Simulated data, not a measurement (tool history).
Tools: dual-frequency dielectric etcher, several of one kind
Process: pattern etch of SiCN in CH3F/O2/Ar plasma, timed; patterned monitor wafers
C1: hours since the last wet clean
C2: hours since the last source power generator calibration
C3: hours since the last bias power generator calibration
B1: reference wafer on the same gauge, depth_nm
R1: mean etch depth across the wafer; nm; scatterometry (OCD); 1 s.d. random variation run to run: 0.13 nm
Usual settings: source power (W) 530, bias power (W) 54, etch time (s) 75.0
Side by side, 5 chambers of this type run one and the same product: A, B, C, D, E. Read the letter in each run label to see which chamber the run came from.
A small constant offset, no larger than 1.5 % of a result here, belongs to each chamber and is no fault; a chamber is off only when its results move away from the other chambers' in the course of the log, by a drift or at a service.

run 1D day=0.204 | source_power_(W)=530 bias_power_(W)=54 etch_time_(s)=75.0 | C1=524.6 C2=1482.8 C3=2758.1 | B1=25.106 | R1=28.139
run 2C day=0.362 | source_power_(W)=530 bias_power_(W)=54 etch_time_(s)=75.0 | C1=181.4 C2=5049.3 C3=1615.4 | B1=25.107 | R1=28.742
run 3B day=0.642 | source_power_(W)=530 bias_power_(W)=54 etch_time_(s)=75.0 | C1=449.8 C2=2613.1 C3=1500.9 | B1=25.128 | R1=28.414
run 4E day=0.892 | source_power_(W)=530 bias_power_(W)=54 etch_time_(s)=75.0 | C1=103.8 C2=1279.4 C3=1981.1 | B1=25.086 | R1=28.705
run 5A day=1.183 | source_power_(W)=650 bias_power_(W)=54 etch_time_(s)=63.5 | C1=99.3 C2=1749.5 C3=2963.9 | B1=25.110 | R1=25.906
run 6E day=1.508 | source_power_(W)=650 bias_power_(W)=54 etch_time_(s)=63.5 | C1=118.6 C2=1294.2 C3=1995.9 | B1=25.117 | R1=26.316
run 7C day=1.804 | source_power_(W)=650 bias_power_(W)=54 etch_time_(s)=63.5 | C1=216.0 C2=5083.9 C3=1650.0 | B1=25.116 | R1=26.222
run 8A day=1.958 | source_power_(W)=650 bias_power_(W)=54 etch_time_(s)=63.5 | C1=117.9 C2=1768.1 C3=2982.5 | B1=25.088 | R1=25.871
run 9D day=2.138 | source_power_(W)=650 bias_power_(W)=54 etch_time_(s)=63.5 | C1=571.0 C2=1529.2 C3=2804.5 | B1=25.103 | R1=25.515
run 10B day=2.429 | source_power_(W)=530 bias_power_(W)=54 etch_time_(s)=75.0 | C1=492.7 C2=2656.0 C3=1543.8 | B1=25.102 | R1=28.581
run 11C day=2.608 | source_power_(W)=530 bias_power_(W)=54 etch_time_(s)=75.0 | C1=235.3 C2=5103.2 C3=1669.3 | B1=25.092 | R1=28.704
run 12A day=2.762 | source_power_(W)=530 bias_power_(W)=54 etch_time_(s)=75.0 | C1=137.2 C2=1787.4 C3=3001.8 | B1=25.066 | R1=28.439
run 13D day=3.054 | source_power_(W)=530 bias_power_(W)=54 etch_time_(s)=75.0 | C1=593.0 C2=1551.2 C3=2826.5 | B1=25.067 | R1=27.989
run 14B day=3.375 | source_power_(W)=530 bias_power_(W)=54 etch_time_(s)=75.0 | C1=515.4 C2=2678.7 C3=1566.5 | B1=25.129 | R1=28.480
-- day=3.404 chamber D: wet clean of the chamber
run 15E day=3.704 | source_power_(W)=530 bias_power_(W)=54 etch_time_(s)=75.0 | C1=171.3 C2=1346.9 C3=2048.6 | B1=25.088 | R1=28.727
-- day=3.721 chamber B: wet clean of the chamber
run 16A day=3.879 | source_power_(W)=530 bias_power_(W)=54 etch_time_(s)=75.0 | C1=164.0 C2=1814.2 C3=3028.6 | B1=25.081 | R1=28.496
run 17D day=4.208 | source_power_(W)=530 bias_power_(W)=54 etch_time_(s)=75.0 | C1=19.4 C2=1578.9 C3=2854.2 | B1=25.091 | R1=28.045
run 18B day=4.554 | source_power_(W)=530 bias_power_(W)=54 etch_time_(s)=75.0 | C1=20.1 C2=2707.0 C3=1594.8 | B1=25.121 | R1=30.004
run 19C day=4.796 | source_power_(W)=530 bias_power_(W)=54 etch_time_(s)=75.0 | C1=287.8 C2=5155.7 C3=1721.8 | B1=25.105 | R1=28.580
run 20E day=4.996 | source_power_(W)=530 bias_power_(W)=54 etch_time_(s)=75.0 | C1=202.3 C2=1377.9 C3=2079.6 | B1=25.100 | R1=28.780
run 21B day=5.267 | source_power_(W)=530 bias_power_(W)=45 etch_time_(s)=55.0 | C1=37.2 C2=2724.1 C3=1611.9 | B1=25.082 | R1=20.857
run 22D day=5.575 | source_power_(W)=530 bias_power_(W)=45 etch_time_(s)=55.0 | C1=52.2 C2=1611.7 C3=2887.0 | B1=25.081 | R1=19.318
run 23A day=5.917 | source_power_(W)=530 bias_power_(W)=45 etch_time_(s)=55.0 | C1=212.9 C2=1863.1 C3=3077.5 | B1=25.085 | R1=19.870
run 24E day=6.108 | source_power_(W)=530 bias_power_(W)=45 etch_time_(s)=55.0 | C1=229.0 C2=1404.6 C3=2106.3 | B1=25.140 | R1=19.921
run 25C day=6.454 | source_power_(W)=530 bias_power_(W)=45 etch_time_(s)=55.0 | C1=327.6 C2=5195.5 C3=1761.6 | B1=25.088 | R1=19.843
run 26E day=6.750 | source_power_(W)=530 bias_power_(W)=54 etch_time_(s)=75.0 | C1=244.4 C2=1420.0 C3=2121.7 | B1=25.093 | R1=28.736
-- day=6.754 chamber C: source power generator calibrated
run 27C day=6.962 | source_power_(W)=530 bias_power_(W)=54 etch_time_(s)=75.0 | C1=339.8 C2=5.0 C3=1773.8 | B1=25.117 | R1=28.920
run 28B day=7.238 | source_power_(W)=530 bias_power_(W)=54 etch_time_(s)=75.0 | C1=84.5 C2=2771.4 C3=1659.2 | B1=25.101 | R1=29.917
run 29D day=7.558 | source_power_(W)=530 bias_power_(W)=54 etch_time_(s)=75.0 | C1=99.8 C2=1659.3 C3=2934.6 | B1=25.089 | R1=28.270
run 30A day=7.850 | source_power_(W)=530 bias_power_(W)=54 etch_time_(s)=75.0 | C1=259.3 C2=1909.5 C3=3123.9 | B1=25.067 | R1=28.344

All chambers now run identical settings, listed one chamber a line with results as question marks. What results will each chamber show?
run 31A day=8.100 | source_power_(W)=530 bias_power_(W)=54 etch_time_(s)=75.0 | R1=?
run 31B day=8.100 | source_power_(W)=530 bias_power_(W)=54 etch_time_(s)=75.0 | R1=?
run 31C day=8.100 | source_power_(W)=530 bias_power_(W)=54 etch_time_(s)=75.0 | R1=?
run 31D day=8.100 | source_power_(W)=530 bias_power_(W)=54 etch_time_(s)=75.0 | R1=?
run 31E day=8.100 | source_power_(W)=530 bias_power_(W)=54 etch_time_(s)=75.0 | R1=?

run=31A R1=28.328
run=31B R1=29.669
run=31C R1=28.789
run=31D R1=28.035
run=31E R1=28.462
